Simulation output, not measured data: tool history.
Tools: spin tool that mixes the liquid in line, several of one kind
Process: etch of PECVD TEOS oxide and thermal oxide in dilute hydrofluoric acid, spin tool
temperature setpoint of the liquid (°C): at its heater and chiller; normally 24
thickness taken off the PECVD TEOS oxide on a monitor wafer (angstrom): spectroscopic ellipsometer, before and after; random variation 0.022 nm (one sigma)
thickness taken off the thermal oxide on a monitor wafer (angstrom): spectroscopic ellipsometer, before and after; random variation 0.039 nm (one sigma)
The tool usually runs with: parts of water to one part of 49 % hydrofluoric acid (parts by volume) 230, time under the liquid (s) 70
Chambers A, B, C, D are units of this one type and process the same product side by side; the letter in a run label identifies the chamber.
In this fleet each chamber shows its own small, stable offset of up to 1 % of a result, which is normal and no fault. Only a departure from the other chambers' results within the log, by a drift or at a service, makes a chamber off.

run,day,temperature setpoint of the liquid (°C),parts of water to one part of 49 % hydrofluoric acid (parts by volume),time under the liquid (s),hours since the thermometer was replaced,hours since the hydrofluoric acid flow meter was replaced,"read-back film thickness of the PECVD TEOS oxide reference wafer, read on the same gauge (nm)","read-back film thickness of the thermal oxide reference wafer, read on the same gauge (nm)",thickness taken off the PECVD TEOS oxide on a monitor wafer (angstrom),thickness taken off the thermal oxide on a monitor wafer (angstrom)
1A,0.208,24,230,70,1738.6,903.3,69.996,120.00,69.405,11.8290
2B,0.371,24,230,70,625.7,29.6,69.986,119.93,69.250,12.6470
3D,0.571,24,230,70,677.1,270.4,69.989,120.00,69.513,11.9880
4C,0.675,24,230,70,2002.2,198.2,70.005,120.03,68.826,11.8860
5A,0.875,24,230,70,1754.6,919.3,70.018,120.02,69.684,11.4880
6D,0.971,24,145,70,686.7,280.0,70.005,120.03,119.470,21.8750
# day 1.042: chamber D: thermometer replaced
7B,1.146,24,145,70,644.3,48.2,70.001,120.06,121.270,20.9190
8C,1.338,24,145,70,2018.1,214.1,70.000,120.01,121.620,20.1680
9B,1.446,24,145,70,651.5,55.4,69.992,120.05,121.110,21.3000
10A,1.558,24,230,70,1771.0,935.7,69.982,119.96,69.840,11.2760
11C,1.675,24,230,105,2026.2,222.2,69.993,120.01,103.120,19.2660
12D,1.871,24,230,105,19.9,301.6,70.003,119.99,103.260,17.8950
13C,2.075,24,230,105,2035.8,231.8,69.998,120.06,103.140,17.6520
14B,2.225,24,230,105,670.2,74.1,70.001,120.03,104.160,18.2940
15A,2.325,24,230,70,1789.4,954.1,70.007,120.03,69.462,12.2280
16D,2.517,24,230,70,35.4,317.1,70.005,120.01,69.298,11.7490
17D,2.692,24,230,70,39.6,321.3,69.996,120.02,68.865,11.5510
18C,2.788,24,230,70,2052.9,248.9,70.004,119.96,69.059,11.5760
19B,2.896,24,230,70,686.3,90.2,69.992,120.02,69.225,12.5120
20A,3.088,24,230,70,1807.7,972.4,70.000,120.00,69.809,12.2800
21C,3.271,24,230,70,2064.5,260.5,69.984,120.02,69.144,11.7540
22B,3.392,24,190,70,698.2,102.1,69.994,120.01,87.926,15.5560
23D,3.488,24,190,70,58.7,340.4,70.022,119.95,86.914,15.3180
24A,3.688,24,190,70,1822.1,986.8,70.024,119.98,87.939,14.8780
25C,3.796,24,190,70,2077.1,273.1,70.016,119.95,87.267,14.8510

Decide between three cases: one chamber stands off from its peers, the gauge reading all wafers drifts, or nothing is wrong past each chamber's small offset. Where a chamber is off, say which and what most likely put it there.

No chamber stands off beyond its own small offset, and the gauge holds steady.

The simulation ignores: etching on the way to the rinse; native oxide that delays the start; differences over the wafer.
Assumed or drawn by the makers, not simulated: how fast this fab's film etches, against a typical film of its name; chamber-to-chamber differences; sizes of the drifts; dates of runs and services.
